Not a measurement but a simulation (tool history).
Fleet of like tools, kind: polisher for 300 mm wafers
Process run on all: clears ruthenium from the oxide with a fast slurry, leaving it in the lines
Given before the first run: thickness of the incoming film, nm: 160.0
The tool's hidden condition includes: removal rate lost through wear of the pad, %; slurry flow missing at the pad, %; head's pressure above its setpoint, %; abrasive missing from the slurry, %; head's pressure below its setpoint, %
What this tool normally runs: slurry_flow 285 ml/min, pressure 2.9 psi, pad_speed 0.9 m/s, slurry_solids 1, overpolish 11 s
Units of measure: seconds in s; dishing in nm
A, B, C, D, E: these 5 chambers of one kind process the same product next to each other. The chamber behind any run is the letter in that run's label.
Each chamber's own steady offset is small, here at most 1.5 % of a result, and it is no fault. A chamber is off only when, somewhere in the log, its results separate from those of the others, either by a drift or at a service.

| run | hour | slurry_flow | pressure | pad_speed | slurry_solids | overpolish | wafers polished on this pad | hours since the slurry nozzle was cleaned | hours since the head pressure was calibrated | hours since the slurry blender was calibrated | seconds | dishing |
|---|---|---|---|---|---|---|---|---|---|---|---|---|
| 1A | 4.4 | 285 | 2.9 | 0.9 | 1 | 11 | 197 | 255 | 1107.8 | 125.7 | 44.097 | 33.841 |
| 2D | 11.6 | 285 | 2.9 | 0.9 | 1 | 11 | 980 | 31.9 | 973.1 | 99 | 43.341 | 33.814 |
| 3E | 15.7 | 285 | 2.9 | 0.9 | 1 | 11 | 1293 | 167 | 1286.3 | 75.1 | 43.378 | 34.102 |
|  | 16.1 | chamber C: worn pad replaced by a new one |
|  | 19.8 | chamber C: slurry blender recalibrated |
|  | 22 | chamber D: worn pad replaced by a new one |
| 4B | 22.9 | 285 | 2.9 | 0.9 | 1 | 11 | 1298 | 530.1 | 402.2 | 51.2 | 42.949 | 33.237 |
| 5C | 28.1 | 285 | 2.9 | 0.9 | 1 | 11 | 118 | 49.3 | 38.6 | 8.3 | 44.241 | 33.294 |
|  | 35.6 | chamber E: worn pad replaced by a new one |
|  | 36.2 | chamber B: worn pad replaced by a new one |
| 6B | 36.4 | 285 | 2.9 | 0.9 | 1 | 11 | 2 | 543.6 | 415.7 | 64.7 | 44.129 | 33.656 |
| 7D | 41.7 | 285 | 2.9 | 0.9 | 1 | 11 | 194 | 62 | 1003.2 | 129.1 | 42.475 | 34.116 |
| 8A | 46.3 | 285 | 2.9 | 0.9 | 1 | 11 | 609 | 296.9 | 1149.7 | 167.6 | 44.038 | 33.898 |
| 9E | 50.4 | 285 | 2.9 | 0.9 | 1 | 11 | 146 | 201.7 | 1321 | 109.8 | 44.032 | 33.84 |
| 10C | 55.8 | 285 | 2.9 | 0.9 | 1 | 11 | 390 | 77 | 66.3 | 36 | 43.943 | 33.582 |
|  | 59.9 | chamber A: worn pad replaced by a new one |
|  | 60.1 | chamber A: slurry blender recalibrated |
| 11B | 62.9 | 285 | 2.9 | 0.9 | 1 | 11 | 262 | 570.1 | 442.2 | 91.2 | 44.385 | 33.33 |
| 12D | 67.5 | 285 | 2.9 | 0.9 | 1 | 11 | 447 | 87.8 | 1029 | 154.9 | 42.714 | 33.594 |
|  | 69.2 | chamber C: worn pad replaced by a new one |
| 13E | 75.5 | 285 | 2.9 | 0.9 | 1 | 11 | 392 | 226.8 | 1346.1 | 134.9 | 43.768 | 33.198 |
| 14A | 84.1 | 285 | 2.9 | 0.9 | 1 | 11 | 238 | 334.7 | 1187.5 | 24.1 | 43.897 | 34.033 |
|  | 87.9 | chamber E: head pressure recalibrated |
| 15C | 90.6 | 285 | 2.9 | 0.9 | 1 | 11 | 210 | 111.8 | 101.1 | 70.8 | 43.25 | 33.16 |
| 16B | 94.6 | 285 | 2.9 | 1 | 1 | 17 | 573 | 601.8 | 473.9 | 122.9 | 39.054 | 54.622 |
| 17A | 101.9 | 285 | 2.9 | 1 | 1 | 17 | 413 | 352.5 | 1205.3 | 41.9 | 38.864 | 54.789 |
| 18D | 109.9 | 285 | 2.9 | 1 | 1 | 17 | 864 | 130.2 | 1071.4 | 197.3 | 38.471 | 55.859 |
|  | 116.9 | chamber C: worn pad replaced by a new one |
| 19C | 117.1 | 285 | 2.9 | 1 | 1 | 17 | 2 | 138.3 | 127.6 | 97.3 | 39.475 | 55.115 |
|  | 120.2 | chamber A: slurry nozzle cleaned |
|  | 120.8 | chamber B: slurry blender recalibrated |
| 20E | 125.1 | 285 | 2.9 | 1 | 1 | 17 | 879 | 276.4 | 37.2 | 184.5 | 42.511 | 51.003 |
|  | 126.4 | chamber A: worn pad replaced by a new one |
|  | 129.5 | chamber D: worn pad replaced by a new one |
| 21D | 131.5 | 285 | 2.9 | 0.9 | 1 | 11 | 20 | 151.8 | 1093 | 218.9 | 43.123 | 34.424 |
| 22A | 135.8 | 285 | 2.9 | 0.9 | 1 | 11 | 92 | 15.7 | 1239.2 | 75.8 | 43.6 | 33.847 |
| 23B | 141.3 | 285 | 3.7 | 0.9 | 0.75 | 11 | 1032 | 648.5 | 520.6 | 20.6 | 39.156 | 37.243 |
| 24E | 146.2 | 285 | 3.7 | 0.9 | 0.75 | 11 | 1087 | 297.5 | 58.3 | 205.6 | 42.548 | 34.739 |
| 25C | 151.7 | 285 | 3.7 | 0.9 | 0.75 | 11 | 342 | 172.9 | 162.2 | 131.9 | 39.084 | 36.959 |
| 26D | 157.6 | 285 | 3.7 | 0.9 | 0.75 | 11 | 276 | 177.9 | 1119.1 | 245 | 39.498 | 37.797 |
|  | 160.6 | chamber B: worn pad replaced by a new one |
| 27A | 166.3 | 285 | 3.7 | 0.9 | 0.75 | 11 | 392 | 46.2 | 1269.7 | 106.3 | 39.848 | 36.872 |
|  | 167.9 | chamber C: worn pad replaced by a new one |
| 28C | 173.9 | 285 | 2.9 | 0.9 | 1 | 11 | 59 | 195.1 | 184.4 | 154.1 | 43.689 | 34.12 |
| 29B | 178.5 | 285 | 2.9 | 0.9 | 1 | 11 | 176 | 685.7 | 557.8 | 57.8 | 42.602 | 34.079 |
|  | 179.9 | chamber C: slurry blender recalibrated |
| 30E | 185.8 | 285 | 2.9 | 0.9 | 1 | 11 | 1476 | 337.1 | 97.9 | 245.2 | 46.693 | 31.183 |
|  | 189.8 | chamber A: worn pad replaced by a new one |
|  | 191.4 | chamber C: slurry nozzle cleaned |
| 31C | 193.2 | 285 | 2.9 | 0.9 | 1 | 16 | 248 | 1.9 | 203.7 | 13.3 | 43.573 | 46.478 |
|  | 199.8 | chamber E: worn pad replaced by a new one |
| 32A | 201.5 | 285 | 2.9 | 0.9 | 1 | 16 | 115 | 81.4 | 1304.9 | 141.5 | 44.171 | 47.66 |
| 33D | 208.7 | 285 | 2.9 | 0.9 | 1 | 16 | 778 | 229 | 1170.2 | 296.1 | 43.271 | 48.487 |
| 34E | 217.3 | 285 | 2.9 | 0.9 | 1 | 16 | 172 | 368.6 | 129.4 | 276.7 | 47.101 | 43.371 |
|  | 220.6 | chamber D: head pressure recalibrated |
| 35B | 223.7 | 285 | 2.9 | 0.9 | 1 | 16 | 620 | 730.9 | 603 | 103 | 43.017 | 46.274 |
|  | 227.3 | chamber A: slurry blender recalibrated |
|  | 227.5 | chamber C: worn pad replaced by a new one |
| 36A | 229.6 | 285 | 2.9 | 0.9 | 1 | 11 | 391 | 109.5 | 1333 | 2.3 | 43.584 | 33.323 |
| 37B | 236.9 | 285 | 2.9 | 0.9 | 1 | 11 | 749 | 744.1 | 616.2 | 116.2 | 43.368 | 33.149 |
| 38C | 241.1 | 285 | 2.9 | 0.9 | 1 | 11 | 134 | 49.8 | 251.6 | 61.2 | 43.269 | 33.675 |
| 39D | 248.5 | 285 | 2.9 | 0.9 | 1 | 11 | 1169 | 268.8 | 27.9 | 335.9 | 43.632 | 33.585 |
| 40E | 253.5 | 285 | 2.9 | 0.9 | 1.1 | 14 | 528 | 404.8 | 165.6 | 312.9 | 45.794 | 41.311 |
| 41C | 261.9 | 285 | 2.9 | 0.9 | 1.1 | 14 | 338 | 70.6 | 272.4 | 82 | 41.991 | 43.471 |

All 5 chambers run these settings next. Forecast each chamber's results:
| 42A | 268.3 | 285 | 2.9 | 1.18 | 1 | 11 |  |  |  |  | ? | ? |
| 42B | 268.3 | 285 | 2.9 | 1.18 | 1 | 11 |  |  |  |  | ? | ? |
| 42C | 268.3 | 285 | 2.9 | 1.18 | 1 | 11 |  |  |  |  | ? | ? |
| 42D | 268.3 | 285 | 2.9 | 1.18 | 1 | 11 |  |  |  |  | ? | ? |
| 42E | 268.3 | 285 | 2.9 | 1.18 | 1 | 11 |  |  |  |  | ? | ? |

| run | seconds | dishing |
|---|---|---|
| 42A | 33.908 | 42.68 |
| 42B | 33.496 | 42.555 |
| 42C | 33.463 | 42.493 |
| 42D | 32.941 | 43.631 |
| 42E | 35.669 | 40.596 |
